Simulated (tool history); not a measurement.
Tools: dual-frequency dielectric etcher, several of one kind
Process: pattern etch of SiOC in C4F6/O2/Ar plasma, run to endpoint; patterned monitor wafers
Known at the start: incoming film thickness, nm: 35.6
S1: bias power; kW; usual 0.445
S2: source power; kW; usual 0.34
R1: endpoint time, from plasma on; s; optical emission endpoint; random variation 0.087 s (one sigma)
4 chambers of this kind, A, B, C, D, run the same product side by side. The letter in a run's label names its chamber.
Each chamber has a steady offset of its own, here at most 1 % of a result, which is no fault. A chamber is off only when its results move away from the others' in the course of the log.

run 1A hour=11.5 | S1=0.445 S2=0.34 | R1=13.426
run 2C hour=27.6 | S1=0.445 S2=0.34 | R1=13.345
run 3D hour=35.6 | S1=0.445 S2=0.34 | R1=13.26
run 4B hour=47.1 | S1=0.445 S2=0.34 | R1=13.319
run 5C hour=61.6 | S1=0.445 S2=0.34 | R1=13.39
-- hour=67.5 chamber B: wet clean of the chamber
run 6A hour=71.1 | S1=0.445 S2=0.34 | R1=13.4
run 7B hour=78.7 | S1=0.445 S2=0.34 | R1=13.377
run 8D hour=86.7 | S1=0.445 S2=0.34 | R1=13.194
run 9C hour=98 | S1=0.374 S2=0.34 | R1=14.069
run 10A hour=110.9 | S1=0.374 S2=0.34 | R1=14.287
run 11B hour=123.2 | S1=0.374 S2=0.34 | R1=14.266
run 12D hour=136.5 | S1=0.374 S2=0.34 | R1=13.89
run 13D hour=147.6 | S1=0.445 S2=0.34 | R1=13.196
run 14A hour=161 | S1=0.445 S2=0.34 | R1=13.438
run 15B hour=171.8 | S1=0.533 S2=0.34 | R1=12.466
run 16C hour=182 | S1=0.533 S2=0.34 | R1=12.454
run 17C hour=189.1 | S1=0.533 S2=0.34 | R1=12.467
run 18B hour=202.7 | S1=0.533 S2=0.34 | R1=12.341
run 19D hour=213.2 | S1=0.445 S2=0.34 | R1=13.263
run 20A hour=221.8 | S1=0.445 S2=0.34 | R1=13.49
run 21B hour=230.3 | S1=0.445 S2=0.39 | R1=12.883
run 22A hour=238.9 | S1=0.445 S2=0.39 | R1=12.763
run 23D hour=251.2 | S1=0.445 S2=0.39 | R1=12.73
run 24C hour=260.4 | S1=0.445 S2=0.39 | R1=12.577
run 25B hour=270.4 | S1=0.445 S2=0.34 | R1=13.284
run 26C hour=279 | S1=0.445 S2=0.34 | R1=13.389
-- hour=292.5 chamber A: source power generator calibrated
-- hour=292.6 chamber D: wet clean of the chamber
run 27A hour=293.4 | S1=0.445 S2=0.34 | R1=13.368
run 28D hour=301.8 | S1=0.445 S2=0.34 | R1=13.18
-- hour=305.5 chamber A: wet clean of the chamber
run 29C hour=312.1 | S1=0.445 S2=0.34 | R1=13.294
run 30A hour=322.8 | S1=0.391 S2=0.37 | R1=13.63
run 31B hour=330.7 | S1=0.391 S2=0.37 | R1=13.536
run 32D hour=342 | S1=0.391 S2=0.37 | R1=13.456

Is one chamber off against the others, does the gauge drift, or is nothing wrong? If a chamber is off, say which, and what the likeliest cause is.

No chamber stands off beyond its own small offset, and the gauge holds steady.

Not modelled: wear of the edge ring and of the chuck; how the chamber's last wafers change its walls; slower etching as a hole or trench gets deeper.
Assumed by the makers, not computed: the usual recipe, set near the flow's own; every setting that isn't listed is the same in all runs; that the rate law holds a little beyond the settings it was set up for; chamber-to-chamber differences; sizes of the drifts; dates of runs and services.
